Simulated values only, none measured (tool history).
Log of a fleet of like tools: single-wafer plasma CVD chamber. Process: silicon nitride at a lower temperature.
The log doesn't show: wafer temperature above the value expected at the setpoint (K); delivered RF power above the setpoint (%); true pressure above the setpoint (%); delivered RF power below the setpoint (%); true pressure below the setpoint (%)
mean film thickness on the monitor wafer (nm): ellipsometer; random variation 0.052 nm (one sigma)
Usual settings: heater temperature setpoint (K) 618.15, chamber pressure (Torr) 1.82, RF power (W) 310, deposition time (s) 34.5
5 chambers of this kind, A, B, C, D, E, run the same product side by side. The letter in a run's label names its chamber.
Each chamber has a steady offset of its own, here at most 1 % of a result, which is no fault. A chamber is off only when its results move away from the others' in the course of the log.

run   hour  heater temperature setpoint (K)  chamber pressure (Torr)  RF power (W)  deposition time (s)  hours since the last thermocouple change  hours since the last RF generator calibration  hours since the last manometer calibration  read-back reference wafer on the same gauge, thickness_nm  mean film thickness on the monitor wafer (nm)
 1A   12.2                           618.15                     1.82           310                 34.5                                    1406.1                                          157.5                                      1150.6                                                     42.793                                         43.049
 2C   23.5                           618.15                     1.82           310                 34.5                                    2313.4                                          876.7                                      1910.3                                                     42.784                                         42.777
 3B   32.5                           618.15                     1.82           310                 34.5                                     926.7                                         1681.5                                      2617.2                                                     42.773                                         42.944
 4E     41                           618.15                     1.82           310                 34.5                                     785.6                                         1501.9                                       300.9                                                     42.778                                         43.054
 5D   48.5                           618.15                     1.82           310                 34.5                                     749.4                                          848.5                                       610.9                                                     42.758                                         42.596
 6B   57.2                           623.15                     1.82           310                 38.2                                     951.4                                         1706.2                                      2641.9                                                      42.75                                         47.428
 7C   62.6                           623.15                     1.82           310                 38.2                                    2352.5                                          915.8                                      1949.4                                                     42.758                                         47.265
 8A   68.9                           623.15                     1.82           310                 38.2                                    1462.8                                          214.2                                      1207.3                                                     42.743                                         47.477
      70.6  -- chamber B: capacitance manometer re-zeroed and calibrated
      76.9  -- chamber C: thermocouple changed; heater temperature recalibrated
 9E   79.5                           623.15                     1.82           310                 38.2                                     824.1                                         1540.4                                       339.4                                                     42.747                                          47.47
10D   91.4                           623.15                     1.82           310                 38.2                                     792.3                                          891.4                                       653.8                                                     42.729                                         47.164
11B  103.7                           605.15                     1.51           310                 34.5                                     997.9                                         1752.7                                        33.2                                                     42.715                                         40.824
12D  113.3                           605.15                     1.51           310                 34.5                                     814.2                                          913.3                                       675.7                                                     42.725                                         40.835
     116.4  -- chamber E: thermocouple changed; heater temperature recalibrated
13E  120.7                           605.15                     1.51           310                 34.5                                       4.3                                         1581.6                                       380.6                                                     42.699                                         40.875
     120.9  -- chamber B: RF generator calibrated
14A  130.2                           605.15                     1.51           310                 34.5                                    1524.1                                          275.5                                      1268.6                                                     42.715                                         41.006
15C    139                           605.15                     1.51           310                 34.5                                      62.2                                          992.2                                      2025.8                                                     42.694                                         40.775
16A  150.1                           618.15                     1.82           350                 36.7                                      1544                                          295.4                                      1288.5                                                      42.69                                         49.312
17B  157.6                           618.15                     1.82           350                 36.7                                    1051.8                                           36.7                                        87.1                                                     42.694                                          49.47
18E    168                           618.15                     1.82           350                 36.7                                      51.6                                         1628.9                                       427.9                                                     42.681                                         49.369
19D  176.1                           618.15                     1.82           350                 36.7                                       877                                          976.1                                       738.5                                                     42.675                                         49.081
20C  183.5                           618.15                     1.82           350                 36.7                                     106.7                                         1036.7                                      2070.3                                                     42.675                                          49.08
21E  192.4                           618.15                     1.82           310                 34.5                                        76                                         1653.3                                       452.3                                                     42.673                                         42.998
22B    202                           613.15                     1.82           370                 34.5                                    1096.2                                           81.1                                       131.5                                                     42.658                                         48.256
23D  208.3                           613.15                     1.82           370                 34.5                                     909.2                                         1008.3                                       770.7                                                     42.653                                         47.908
24A  217.9                           613.15                     1.82           370                 34.5                                    1611.8                                          363.2                                      1356.3                                                     42.659                                          48.04
25C  228.2                           613.15                     1.82           370                 34.5                                     151.4                                         1081.4                                        2115                                                     42.642                                         47.951
26E  234.8                           613.15                     1.82           370                 34.5                                     118.4                                         1695.7                                       494.7                                                     42.624                                         48.158
27B  245.4                           618.15                     1.82           310                 34.5                                    1139.6                                          124.5                                       174.9                                                     42.629                                         42.792
28A  257.6                           618.15                     1.82           310                 34.5                                    1651.5                                          402.9                                        1396                                                     42.609                                         42.777
29C  266.7                           618.15                     1.82           310                 34.5                                     189.9                                         1119.9                                      2153.5                                                     42.613                                         42.557
30D  276.2                           618.15                     1.82           310                 34.5                                     977.1                                         1076.2                                       838.6                                                     42.597                                          42.57
31A  283.2                           618.15                     1.82           310                 34.5                                    1677.1                                          428.5                                      1421.6                                                     42.605                                         42.843
32B  293.4                           618.15                     1.82           310                 34.5                                    1187.6                                          172.5                                       222.9                                                     42.598                                          42.66

Next, every chamber runs the same settings. What will each give?
33A  302.2                           608.15                     1.82           310                 34.5                                                                                                                                                                                                                                              ?
33B  302.2                           608.15                     1.82           310                 34.5                                                                                                                                                                                                                                              ?
33C  302.2                           608.15                     1.82           310                 34.5                                                                                                                                                                                                                                              ?
33D  302.2                           608.15                     1.82           310                 34.5                                                                                                                                                                                                                                              ?
33E  302.2                           608.15                     1.82           310                 34.5                                                                                                                                                                                                                                              ?

run  mean film thickness on the monitor wafer (nm)
33A                                         42.963
33B                                         42.809
33C                                          42.77
33D                                         42.656
33E                                         42.985
